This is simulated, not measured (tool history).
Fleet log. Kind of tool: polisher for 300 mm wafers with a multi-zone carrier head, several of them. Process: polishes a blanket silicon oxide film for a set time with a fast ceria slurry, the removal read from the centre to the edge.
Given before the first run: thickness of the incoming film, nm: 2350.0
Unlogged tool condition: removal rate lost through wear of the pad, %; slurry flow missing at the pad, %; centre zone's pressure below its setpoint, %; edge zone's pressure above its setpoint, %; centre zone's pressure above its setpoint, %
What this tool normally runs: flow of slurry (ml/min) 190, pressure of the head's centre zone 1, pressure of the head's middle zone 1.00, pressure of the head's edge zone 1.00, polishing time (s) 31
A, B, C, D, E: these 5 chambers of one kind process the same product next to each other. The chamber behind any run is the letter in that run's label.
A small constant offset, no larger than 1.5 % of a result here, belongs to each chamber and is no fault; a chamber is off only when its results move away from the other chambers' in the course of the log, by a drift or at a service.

run,hour,flow of slurry (ml/min),pressure of the head's centre zone,pressure of the head's middle zone,pressure of the head's edge zone,polishing time (s),wafers polished on this pad,hours since the slurry nozzle was cleaned,hours since the centre zone pressure was calibrated,hours since the edge zone pressure was calibrated,film removed at the wafer's centre (nm),film removed at mid-radius (nm),film removed at the wafer's edge (nm)
1D,8.8,190,1,1.00,1.00,31,1027,23.6,77.4,134.7,546.76,548.72,534.75
2B,20.1,190,1,1.00,1.00,31,1572,247.1,220.3,1014.1,547.88,535.65,534.82
# hour 21.2: chamber E: edge zone pressure recalibrated
# hour 24.9: chamber B: worn pad replaced by a new one
3A,27.6,190,1,1.00,1.00,31,971,320.5,378.8,217.7,543.20,542.19,543.87
# hour 29.2: chamber C: slurry nozzle cleaned
# hour 31.2: chamber A: slurry nozzle cleaned
# hour 32.2: chamber B: slurry nozzle cleaned
4E,40.2,190,1,1.00,1.00,31,779,413.3,1023.9,19.0,550.03,549.39,537.49
# hour 46.5: chamber A: worn pad replaced by a new one
# hour 52.5: chamber D: worn pad replaced by a new one
# hour 53.4: chamber B: edge zone pressure recalibrated
5C,53.6,190,1,1.00,1.00,31,753,24.5,220.1,824.8,547.99,542.82,540.16
6B,60.9,190,1,1.00,1.00,31,393,28.7,261.1,7.6,550.17,554.32,538.63
7A,74.5,190,1,1.00,1.00,31,306,43.3,425.7,264.6,531.10,546.33,549.67
8E,86.3,190,1,1.00,1.00,31,1283,459.4,1070.0,65.1,553.71,542.38,544.39
# hour 92.5: chamber C: worn pad replaced by a new one
9C,101.1,190,1,1.00,1.00,31,94,72.0,267.6,872.3,541.73,558.29,552.97
# hour 104.6: chamber E: worn pad replaced by a new one
10D,110.3,190,1,1.00,1.00,31,632,125.1,178.9,236.2,539.91,539.14,543.61
11B,122.8,190,1,0.96,1.10,31,1070,90.6,323.0,69.5,550.58,530.41,566.68
12A,136.9,190,1,0.96,1.10,31,988,105.7,488.1,327.0,537.98,533.32,572.07
# hour 137.5: chamber A: worn pad replaced by a new one
13C,150.2,190,1,0.96,1.10,31,631,121.1,316.7,921.4,537.86,534.15,571.61
14E,166.0,190,1,0.96,1.10,31,672,539.1,1149.7,144.8,545.95,523.17,576.65
# hour 172.0: chamber B: worn pad replaced by a new one
15D,175.3,190,1,0.96,1.10,31,1343,190.1,243.9,301.2,557.56,518.14,568.85
# hour 177.9: chamber D: worn pad replaced by a new one
# hour 180.7: chamber E: slurry nozzle cleaned
16E,182.9,190,1,1.00,1.00,31,856,2.3,1166.6,161.7,552.39,555.04,544.36
17D,194.1,190,1,1.00,1.00,31,177,208.9,262.7,320.0,544.04,546.71,532.97
18C,203.2,190,1,1.00,1.09,42,1210,174.1,369.7,974.4,738.15,734.60,764.85
# hour 210.3: chamber C: slurry nozzle cleaned
# hour 210.9: chamber B: centre zone pressure recalibrated
19B,212.7,190,1,1.00,1.09,42,445,180.5,1.8,159.4,737.05,737.01,768.29
# hour 213.9: chamber C: worn pad replaced by a new one
# hour 224.6: chamber E: worn pad replaced by a new one
20A,227.5,190,1,1.00,1.09,42,984,196.3,578.7,417.6,724.32,739.22,769.26
21E,242.7,190,1,1.00,1.09,42,198,62.1,1226.4,221.5,743.99,745.85,769.16
# hour 249.1: chamber A: worn pad replaced by a new one
22C,250.8,190,1,1.00,1.09,42,403,40.6,417.3,1022.0,743.43,748.34,771.92
23A,258.9,225,1,1.00,1.00,31,107,227.7,610.1,449.0,545.99,558.19,556.18
# hour 261.2: chamber B: slurry nozzle cleaned
24D,273.5,225,1,1.00,1.00,31,1045,288.3,342.1,399.4,559.51,550.31,550.34
25B,289.0,225,1,1.00,1.00,31,1279,27.9,78.1,235.7,560.54,561.61,549.44
# hour 295.7: chamber B: worn pad replaced by a new one
26D,302.4,225,1,1.00,1.00,31,1361,317.2,371.0,428.3,547.24,562.71,555.24
# hour 312.0: chamber D: worn pad replaced by a new one
27B,313.7,225,1,1.00,1.00,31,197,52.6,102.8,260.4,566.31,562.48,547.13
28A,328.4,190,1,1.00,1.00,31,867,297.2,679.6,518.5,545.78,552.67,548.27
# hour 339.7: chamber E: worn pad replaced by a new one
29E,344.0,190,1,1.00,1.00,31,47,163.4,1327.7,322.8,547.37,547.08,543.71
# hour 349.2: chamber A: worn pad replaced by a new one
# hour 351.9: chamber C: worn pad replaced by a new one
30C,352.9,190,1,1.00,1.00,31,11,142.7,519.4,1124.1,536.77,554.04,548.03
# hour 353.9: chamber D: slurry nozzle cleaned
31C,366.8,190,1,1.00,1.00,31,163,156.6,533.3,1138.0,534.23,545.37,542.56
32B,381.7,130,1,1.00,1.00,31,941,120.6,170.8,328.4,505.48,502.15,516.36
33E,389.1,130,1,1.00,1.00,31,540,208.5,1372.8,367.9,506.13,513.27,512.16
34D,398.1,130,1,1.00,1.00,31,942,44.3,466.7,524.0,500.81,503.68,515.68
# hour 401.2: chamber A: slurry nozzle cleaned
35A,407.7,130,1,1.00,1.00,31,639,6.6,758.9,597.8,501.35,508.82,512.50
# hour 410.7: chamber B: worn pad replaced by a new one
# hour 416.9: chamber C: slurry nozzle cleaned
36D,417.7,130,1,1.00,1.00,31,1156,63.9,486.3,543.6,506.34,512.79,518.26
37C,426.1,190,1,1.00,1.00,31,811,9.3,592.6,1197.3,543.29,543.83,540.93
38A,435.5,190,1,1.00,1.00,31,943,34.4,786.7,625.6,538.23,548.71,542.71
# hour 439.1: chamber A: worn pad replaced by a new one
39E,448.6,190,1,1.00,1.00,31,1191,268.0,1432.3,427.4,540.00,546.59,546.64
40B,462.9,255,1,1.00,0.88,31,571,201.8,252.0,409.6,576.63,563.74,521.60
41A,472.9,255,1,1.00,0.88,31,370,71.8,824.1,663.0,568.77,573.60,516.91
# hour 476.6: chamber C: edge zone pressure recalibrated
# hour 486.2: chamber C: worn pad replaced by a new one
42C,489.0,255,1,1.00,0.88,31,30,72.2,655.5,12.5,576.47,575.26,527.17

All chambers now run identical settings, listed one chamber a line with results as question marks. What results will each chamber show?
43A,500.7,190,1,1.00,1.00,31,,,,,?,?,?
43B,500.7,190,1,1.00,1.00,31,,,,,?,?,?
43C,500.7,190,1,1.00,1.00,31,,,,,?,?,?
43D,500.7,190,1,1.00,1.00,31,,,,,?,?,?
43E,500.7,190,1,1.00,1.00,31,,,,,?,?,?

run,film removed at the wafer's centre (nm),film removed at mid-radius (nm),film removed at the wafer's edge (nm)
43A,540.10,555.23,541.77
43B,550.17,547.84,539.20
43C,549.75,544.79,547.36
43D,539.43,543.65,540.71
43E,553.84,538.23,543.05

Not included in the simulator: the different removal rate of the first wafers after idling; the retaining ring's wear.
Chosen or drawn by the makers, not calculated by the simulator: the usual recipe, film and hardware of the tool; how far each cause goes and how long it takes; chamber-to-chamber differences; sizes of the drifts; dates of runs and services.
